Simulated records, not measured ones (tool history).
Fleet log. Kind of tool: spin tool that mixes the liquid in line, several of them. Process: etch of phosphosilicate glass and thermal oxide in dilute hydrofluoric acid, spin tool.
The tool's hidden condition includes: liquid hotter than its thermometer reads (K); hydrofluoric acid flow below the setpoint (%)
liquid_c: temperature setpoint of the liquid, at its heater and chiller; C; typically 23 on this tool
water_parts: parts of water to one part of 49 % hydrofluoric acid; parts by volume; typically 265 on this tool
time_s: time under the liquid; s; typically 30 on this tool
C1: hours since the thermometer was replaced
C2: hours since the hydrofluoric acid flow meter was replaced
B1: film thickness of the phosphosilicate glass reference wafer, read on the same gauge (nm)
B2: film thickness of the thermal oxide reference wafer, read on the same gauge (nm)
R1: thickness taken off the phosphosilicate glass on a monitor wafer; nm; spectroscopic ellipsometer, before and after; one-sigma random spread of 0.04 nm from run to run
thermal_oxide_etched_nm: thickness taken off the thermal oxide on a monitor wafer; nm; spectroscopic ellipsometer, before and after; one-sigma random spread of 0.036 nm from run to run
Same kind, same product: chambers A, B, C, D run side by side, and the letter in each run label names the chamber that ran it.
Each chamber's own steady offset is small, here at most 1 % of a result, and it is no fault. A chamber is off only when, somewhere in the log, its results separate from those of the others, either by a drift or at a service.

run 1D hour=8 | liquid_c=23 water_parts=265 time_s=30 | C1=251.6 C2=433.4 | B1=70.009 B2=99.995 | R1=7.2761 thermal_oxide_etched_nm=0.42331
-- hour=9.2 chamber B: hydrofluoric acid flow meter replaced
run 2A hour=20.1 | liquid_c=23 water_parts=265 time_s=30 | C1=335.7 C2=250.4 | B1=69.987 B2=99.986 | R1=7.2174 thermal_oxide_etched_nm=0.37589
run 3B hour=31.8 | liquid_c=23 water_parts=265 time_s=30 | C1=561 C2=22.7 | B1=70.007 B2=99.975 | R1=7.2881 thermal_oxide_etched_nm=0.45707
run 4C hour=38.6 | liquid_c=23 water_parts=265 time_s=30 | C1=429.9 C2=387.5 | B1=70 B2=100.04 | R1=7.2687 thermal_oxide_etched_nm=0.44046
run 5B hour=50.8 | liquid_c=23 water_parts=265 time_s=30 | C1=580 C2=41.7 | B1=69.996 B2=99.997 | R1=7.2763 thermal_oxide_etched_nm=0.3931
run 6A hour=59.4 | liquid_c=23 water_parts=265 time_s=30 | C1=375 C2=289.7 | B1=69.986 B2=100.02 | R1=7.241 thermal_oxide_etched_nm=0.40786
-- hour=63.5 chamber D: hydrofluoric acid flow meter replaced
run 7C hour=65.7 | liquid_c=23 water_parts=265 time_s=30 | C1=457 C2=414.6 | B1=70.022 B2=99.996 | R1=7.276 thermal_oxide_etched_nm=0.45083
run 8D hour=75.3 | liquid_c=23 water_parts=265 time_s=30 | C1=318.9 C2=11.8 | B1=69.999 B2=99.975 | R1=7.2598 thermal_oxide_etched_nm=0.44501
run 9B hour=86.7 | liquid_c=23 water_parts=265 time_s=35 | C1=615.9 C2=77.6 | B1=70.024 B2=100.02 | R1=8.5384 thermal_oxide_etched_nm=0.46134
run 10D hour=93.2 | liquid_c=23 water_parts=265 time_s=35 | C1=336.8 C2=29.7 | B1=70.035 B2=99.981 | R1=8.4471 thermal_oxide_etched_nm=0.4689
run 11A hour=104.5 | liquid_c=23 water_parts=265 time_s=35 | C1=420.1 C2=334.8 | B1=69.984 B2=99.996 | R1=8.4579 thermal_oxide_etched_nm=0.49403
run 12C hour=115.2 | liquid_c=23 water_parts=265 time_s=35 | C1=506.5 C2=464.1 | B1=70.004 B2=100.01 | R1=8.5611 thermal_oxide_etched_nm=0.5739
run 13B hour=127.3 | liquid_c=23 water_parts=265 time_s=30 | C1=656.5 C2=118.2 | B1=70.024 B2=100.01 | R1=7.2868 thermal_oxide_etched_nm=0.44822
run 14D hour=137.8 | liquid_c=23 water_parts=265 time_s=40 | C1=381.4 C2=74.3 | B1=69.958 B2=100.06 | R1=9.5734 thermal_oxide_etched_nm=0.58295
run 15A hour=147.8 | liquid_c=23 water_parts=265 time_s=40 | C1=463.4 C2=378.1 | B1=69.988 B2=99.967 | R1=9.7491 thermal_oxide_etched_nm=0.51146
run 16C hour=156.1 | liquid_c=23 water_parts=265 time_s=40 | C1=547.4 C2=505 | B1=70.004 B2=99.999 | R1=9.986 thermal_oxide_etched_nm=0.56999
run 17D hour=162.4 | liquid_c=23 water_parts=265 time_s=40 | C1=406 C2=98.9 | B1=69.995 B2=100.03 | R1=9.7171 thermal_oxide_etched_nm=0.57843
run 18C hour=173 | liquid_c=20.5 water_parts=225 time_s=30 | C1=564.3 C2=521.9 | B1=70.021 B2=100.02 | R1=8.4942 thermal_oxide_etched_nm=0.47914
run 19A hour=181.5 | liquid_c=20.5 water_parts=225 time_s=30 | C1=497.1 C2=411.8 | B1=70.021 B2=99.973 | R1=8.0692 thermal_oxide_etched_nm=0.5043
run 20B hour=189.6 | liquid_c=20.5 water_parts=225 time_s=30 | C1=718.8 C2=180.5 | B1=70.009 B2=99.993 | R1=8.2235 thermal_oxide_etched_nm=0.41392
run 21C hour=195.6 | liquid_c=20.5 water_parts=225 time_s=30 | C1=586.9 C2=544.5 | B1=69.998 B2=100.02 | R1=8.4924 thermal_oxide_etched_nm=0.39459
run 22B hour=202.6 | liquid_c=23 water_parts=265 time_s=30 | C1=731.8 C2=193.5 | B1=69.991 B2=100.02 | R1=7.2327 thermal_oxide_etched_nm=0.47271
run 23A hour=210.7 | liquid_c=23 water_parts=265 time_s=30 | C1=526.3 C2=441 | B1=69.986 B2=99.964 | R1=7.2396 thermal_oxide_etched_nm=0.43869
run 24D hour=218.3 | liquid_c=23 water_parts=265 time_s=30 | C1=461.9 C2=154.8 | B1=69.989 B2=100 | R1=7.2061 thermal_oxide_etched_nm=0.44903
run 25D hour=224.7 | liquid_c=23 water_parts=265 time_s=30 | C1=468.3 C2=161.2 | B1=69.99 B2=100 | R1=7.2448 thermal_oxide_etched_nm=0.41269
run 26A hour=234.6 | liquid_c=23 water_parts=265 time_s=20 | C1=550.2 C2=464.9 | B1=70.029 B2=99.981 | R1=4.8787 thermal_oxide_etched_nm=0.26931
run 27B hour=242.8 | liquid_c=23 water_parts=265 time_s=20 | C1=772 C2=233.7 | B1=70.003 B2=100.01 | R1=4.843 thermal_oxide_etched_nm=0.25741
run 28C hour=252.2 | liquid_c=23 water_parts=265 time_s=20 | C1=643.5 C2=601.1 | B1=70.017 B2=100 | R1=5.177 thermal_oxide_etched_nm=0.28588
run 29D hour=258.4 | liquid_c=23 water_parts=265 time_s=20 | C1=502 C2=194.9 | B1=69.995 B2=99.999 | R1=4.882 thermal_oxide_etched_nm=0.28468

What goes on in this fleet: one chamber off, a drifting gauge, or nothing beyond the chambers' own small offsets? Name the chamber and the cause, if any.

One chamber, C, drifts off from the rest bit by bit.
Most likely cause: liquid hotter than its thermometer reads (K) = 1.98.
The log might look much the same if the cause were instead: hydrofluoric acid flow above the setpoint (%).

Chamber C could run next with any of the 4 candidate recipes listed below; each alters the usual settings, and their results appear as question marks. Which one brings its results back in line with what the other chambers deliver on the usual settings?
A result is in line if it is within this distance of the other chambers' mean on the usual settings: R1 0.14 nm; thermal_oxide_etched_nm 0.13 nm
run 30C-1 hour=268 | liquid_c=23 water_parts=250 time_s=30 | R1=? thermal_oxide_etched_nm=?
run 30C-2 hour=268 | liquid_c=23 water_parts=270 time_s=30 | R1=? thermal_oxide_etched_nm=?
run 30C-3 hour=268 | liquid_c=23 water_parts=260 time_s=30 | R1=? thermal_oxide_etched_nm=?
run 30C-4 hour=268 | liquid_c=23 water_parts=280 time_s=30 | R1=? thermal_oxide_etched_nm=?

Usual-settings mean across the other chambers: R1 7.2596 nm; thermal_oxide_etched_nm 0.41323 nm
run=30C-1 R1=8.423 thermal_oxide_etched_nm=0.45789
run=30C-2 R1=7.6296 thermal_oxide_etched_nm=0.41476
run=30C-3 R1=8.0101 thermal_oxide_etched_nm=0.43545
run=30C-4 R1=7.2784 thermal_oxide_etched_nm=0.39567
30C-4 puts the chamber back in line with the other chambers.
